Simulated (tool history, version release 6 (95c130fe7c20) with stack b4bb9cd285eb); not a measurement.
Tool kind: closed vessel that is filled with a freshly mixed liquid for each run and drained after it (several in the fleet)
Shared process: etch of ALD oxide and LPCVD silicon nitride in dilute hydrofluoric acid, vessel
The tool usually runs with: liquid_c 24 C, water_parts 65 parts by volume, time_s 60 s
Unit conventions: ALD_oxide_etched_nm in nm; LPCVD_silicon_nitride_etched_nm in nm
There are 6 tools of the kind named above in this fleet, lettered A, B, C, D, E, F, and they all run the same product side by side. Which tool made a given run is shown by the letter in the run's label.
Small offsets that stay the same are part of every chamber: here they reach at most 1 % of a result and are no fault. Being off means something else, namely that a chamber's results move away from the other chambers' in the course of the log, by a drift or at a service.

| run | hour | liquid_c | water_parts | time_s | hours since the thermometer was replaced | hours since the hydrofluoric acid flow meter was replaced | read-back film thickness of the ALD oxide reference wafer, read on the same gauge (nm) | read-back film thickness of the LPCVD silicon nitride reference wafer, read on the same gauge (nm) | ALD_oxide_etched_nm | LPCVD_silicon_nitride_etched_nm |
|---|---|---|---|---|---|---|---|---|---|---|
| 1E | 5 | 24 | 65 | 60 | 1444.6 | 1338.5 | 149.98 | 110.02 | 14.04 | 0.515 |
| 2A | 15.1 | 24 | 65 | 60 | 964.8 | 421 | 149.98 | 109.96 | 14.182 | 0.47407 |
| 3F | 21.5 | 24 | 65 | 60 | 92.3 | 470.5 | 149.98 | 110 | 14.032 | 0.48063 |
| 4B | 26.8 | 24 | 65 | 60 | 1749.4 | 488.5 | 149.99 | 109.99 | 14.023 | 0.47528 |
| 5D | 34.4 | 24 | 65 | 60 | 141.6 | 1377.6 | 150.02 | 110.02 | 14.158 | 0.43363 |
| 6C | 39.6 | 24 | 65 | 60 | 1189.6 | 651 | 150.02 | 110.01 | 14.189 | 0.50295 |
| 7E | 45.7 | 24 | 65 | 80 | 1485.3 | 1379.2 | 149.98 | 109.99 | 18.796 | 0.65394 |
| 8F | 50.8 | 24 | 65 | 80 | 121.6 | 499.8 | 150.04 | 110.01 | 18.685 | 0.63043 |
| 9D | 58.9 | 24 | 65 | 80 | 166.1 | 1402.1 | 149.94 | 109.99 | 18.759 | 0.61702 |
| 10C | 64.2 | 24 | 65 | 80 | 1214.2 | 675.6 | 150.03 | 110 | 18.694 | 0.66518 |
| 11B | 69.7 | 24 | 65 | 80 | 1792.3 | 531.4 | 149.96 | 110.02 | 18.563 | 0.59626 |
| 12A | 76.5 | 24 | 65 | 80 | 1026.2 | 482.4 | 150 | 109.98 | 18.717 | 0.60042 |
| 13C | 82.5 | 24 | 65 | 60 | 1232.5 | 693.9 | 149.98 | 110 | 14.039 | 0.46264 |
| 14D | 89.3 | 24 | 65 | 60 | 196.5 | 1432.5 | 149.95 | 109.99 | 14.084 | 0.4941 |
|  | 96.1 | chamber B: thermometer replaced |
| 15B | 96.8 | 24 | 65 | 60 | 0.8 | 558.5 | 149.96 | 109.99 | 13.883 | 0.44794 |
|  | 97.1 | chamber A: thermometer replaced |
| 16E | 106.3 | 24 | 65 | 60 | 1545.9 | 1439.8 | 149.99 | 110.02 | 13.962 | 0.4474 |
| 17F | 113.7 | 24 | 65 | 60 | 184.5 | 562.7 | 149.99 | 109.98 | 14.012 | 0.50426 |
| 18A | 122.4 | 24 | 65 | 60 | 25.4 | 528.3 | 150 | 110.02 | 14.092 | 0.44471 |
| 19D | 131.3 | 24 | 65 | 60 | 238.5 | 1474.5 | 149.99 | 110 | 14.096 | 0.4666 |
| 20B | 140.4 | 27.5 | 45 | 60 | 44.4 | 602.1 | 149.99 | 110 | 24.009 | 0.83349 |
| 21A | 148.1 | 27.5 | 45 | 60 | 51.1 | 554 | 150.04 | 110 | 23.936 | 0.87821 |
| 22E | 155.4 | 27.5 | 45 | 60 | 1595 | 1488.9 | 149.99 | 109.98 | 24.052 | 0.85442 |
| 23C | 163.4 | 27.5 | 45 | 60 | 1313.4 | 774.8 | 149.95 | 110 | 23.932 | 0.7655 |
| 24F | 170.8 | 27.5 | 45 | 60 | 241.6 | 619.8 | 149.99 | 110.01 | 23.855 | 0.90782 |
| 25F | 181.3 | 27.5 | 45 | 60 | 252.1 | 630.3 | 149.98 | 110.01 | 23.923 | 0.84336 |
| 26C | 188.6 | 24 | 65 | 60 | 1338.6 | 800 | 149.97 | 110 | 14.058 | 0.48202 |
| 27B | 197.1 | 24 | 65 | 60 | 101.1 | 658.8 | 150.01 | 109.97 | 14.024 | 0.49402 |
| 28A | 203.1 | 24 | 65 | 60 | 106.1 | 609 | 150.01 | 109.98 | 13.997 | 0.48525 |
| 29E | 208.7 | 24 | 65 | 60 | 1648.3 | 1542.2 | 149.99 | 110.01 | 14.06 | 0.4821 |
| 30D | 216.4 | 24 | 65 | 60 | 323.6 | 1559.6 | 149.98 | 110.02 | 14.086 | 0.46737 |
|  | 221.6 | chamber E: thermometer replaced |
| 31A | 223.8 | 24 | 65 | 60 | 126.8 | 629.7 | 150.06 | 109.99 | 13.901 | 0.44382 |
| 32E | 230.7 | 24 | 65 | 60 | 9.1 | 1564.2 | 150.03 | 109.99 | 14.102 | 0.43969 |
| 33D | 239.8 | 24 | 65 | 60 | 347 | 1583 | 149.99 | 110 | 14.16 | 0.46682 |
| 34C | 249.1 | 24 | 65 | 60 | 1399.1 | 860.5 | 150.03 | 109.98 | 14.092 | 0.45377 |
| 35F | 258.3 | 24 | 65 | 60 | 329.1 | 707.3 | 149.96 | 110.02 | 13.963 | 0.48933 |
| 36B | 264.1 | 24 | 65 | 60 | 168.1 | 725.8 | 150 | 110 | 14.085 | 0.46985 |
| 37E | 273.5 | 24 | 65 | 60 | 51.9 | 1607 | 150 | 110 | 13.993 | 0.49766 |
| 38A | 279.2 | 24 | 90 | 60 | 182.2 | 685.1 | 149.98 | 110 | 9.8823 | 0.35062 |
| 39F | 284.9 | 24 | 90 | 60 | 355.7 | 733.9 | 149.98 | 110.01 | 9.8027 | 0.35968 |
| 40B | 291.6 | 24 | 90 | 60 | 195.6 | 753.3 | 149.97 | 110.01 | 9.7723 | 0.29901 |
| 41C | 300 | 24 | 90 | 60 | 1450 | 911.4 | 149.98 | 109.99 | 9.8467 | 0.35318 |
| 42D | 306.3 | 24 | 90 | 60 | 413.5 | 1649.5 | 150.01 | 110 | 9.9371 | 0.35548 |
| 43B | 313.6 | 24 | 90 | 60 | 217.6 | 775.3 | 150.05 | 110.01 | 9.6896 | 0.3163 |
| 44C | 321.2 | 24 | 65 | 60 | 1471.2 | 932.6 | 150.04 | 110 | 14.078 | 0.44173 |

Is one chamber off against the others, does the gauge drift, or is nothing wrong? If a chamber is off, say which, and what the likeliest cause is.

The fleet is healthy, with each chamber sitting at its usual small offset and no drift in the gauge.
